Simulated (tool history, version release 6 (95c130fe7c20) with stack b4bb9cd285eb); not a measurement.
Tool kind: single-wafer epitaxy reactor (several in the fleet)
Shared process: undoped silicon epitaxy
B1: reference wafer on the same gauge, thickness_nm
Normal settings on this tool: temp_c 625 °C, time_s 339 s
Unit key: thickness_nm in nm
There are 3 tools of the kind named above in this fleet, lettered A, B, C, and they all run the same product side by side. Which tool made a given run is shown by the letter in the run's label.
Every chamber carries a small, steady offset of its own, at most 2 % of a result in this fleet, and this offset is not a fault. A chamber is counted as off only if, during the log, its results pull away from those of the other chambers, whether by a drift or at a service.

{"run": "1C", "day": 0.188, "temp_c": 625, "time_s": 339, "B1": 38.626, "thickness_nm": 32.337}
{"run": "2A", "day": 0.333, "temp_c": 625, "time_s": 339, "B1": 38.595, "thickness_nm": 31.899}
{"run": "3B", "day": 0.504, "temp_c": 625, "time_s": 339, "B1": 38.585, "thickness_nm": 32.252}
{"run": "4C", "day": 0.658, "temp_c": 625, "time_s": 339, "B1": 38.601, "thickness_nm": 32.264}
{"run": "5B", "day": 0.8, "temp_c": 625, "time_s": 339, "B1": 38.586, "thickness_nm": 32.441}
{"run": "6A", "day": 0.979, "temp_c": 625, "time_s": 339, "B1": 38.586, "thickness_nm": 31.839}
{"run": "7C", "day": 1.104, "temp_c": 625, "time_s": 339, "B1": 38.606, "thickness_nm": 32.243}
{"run": "8A", "day": 1.346, "temp_c": 625, "time_s": 339, "B1": 38.614, "thickness_nm": 31.934}
{"run": "9B", "day": 1.5, "temp_c": 625, "time_s": 339, "B1": 38.597, "thickness_nm": 32.292}
{"run": "10B", "day": 1.688, "temp_c": 625, "time_s": 339, "B1": 38.583, "thickness_nm": 32.331}
{"run": "11C", "day": 1.925, "temp_c": 625, "time_s": 339, "B1": 38.606, "thickness_nm": 32.223}
{"day": 2.15, "done": "chamber A: pyrometer calibrated"}
{"run": "12A", "day": 2.175, "temp_c": 625, "time_s": 384, "B1": 38.583, "thickness_nm": 35.119}
{"run": "13B", "day": 2.404, "temp_c": 625, "time_s": 384, "B1": 38.607, "thickness_nm": 36.67}
{"run": "14C", "day": 2.554, "temp_c": 625, "time_s": 384, "B1": 38.584, "thickness_nm": 36.52}
{"run": "15A", "day": 2.8, "temp_c": 625, "time_s": 339, "B1": 38.57, "thickness_nm": 30.855}
{"run": "16B", "day": 2.954, "temp_c": 625, "time_s": 339, "B1": 38.599, "thickness_nm": 32.357}
{"run": "17A", "day": 3.067, "temp_c": 625, "time_s": 339, "B1": 38.578, "thickness_nm": 30.89}
{"run": "18C", "day": 3.308, "temp_c": 625, "time_s": 339, "B1": 38.573, "thickness_nm": 32.288}
{"run": "19A", "day": 3.488, "temp_c": 625, "time_s": 339, "B1": 38.599, "thickness_nm": 30.946}
{"run": "20B", "day": 3.658, "temp_c": 625, "time_s": 398, "B1": 38.612, "thickness_nm": 37.918}
{"run": "21C", "day": 3.85, "temp_c": 625, "time_s": 398, "B1": 38.613, "thickness_nm": 37.989}
{"run": "22A", "day": 3.983, "temp_c": 625, "time_s": 398, "B1": 38.576, "thickness_nm": 36.19}
{"run": "23C", "day": 4.104, "temp_c": 625, "time_s": 339, "B1": 38.603, "thickness_nm": 32.33}

All 3 chambers run these settings next. Forecast each chamber's results:
{"run": "24A", "day": 4.288, "temp_c": 625, "time_s": 395, "thickness_nm": "?"}
{"run": "24B", "day": 4.288, "temp_c": 625, "time_s": 395, "thickness_nm": "?"}
{"run": "24C", "day": 4.288, "temp_c": 625, "time_s": 395, "thickness_nm": "?"}

run=24A thickness_nm=36.226
run=24B thickness_nm=37.592
run=24C thickness_nm=37.453
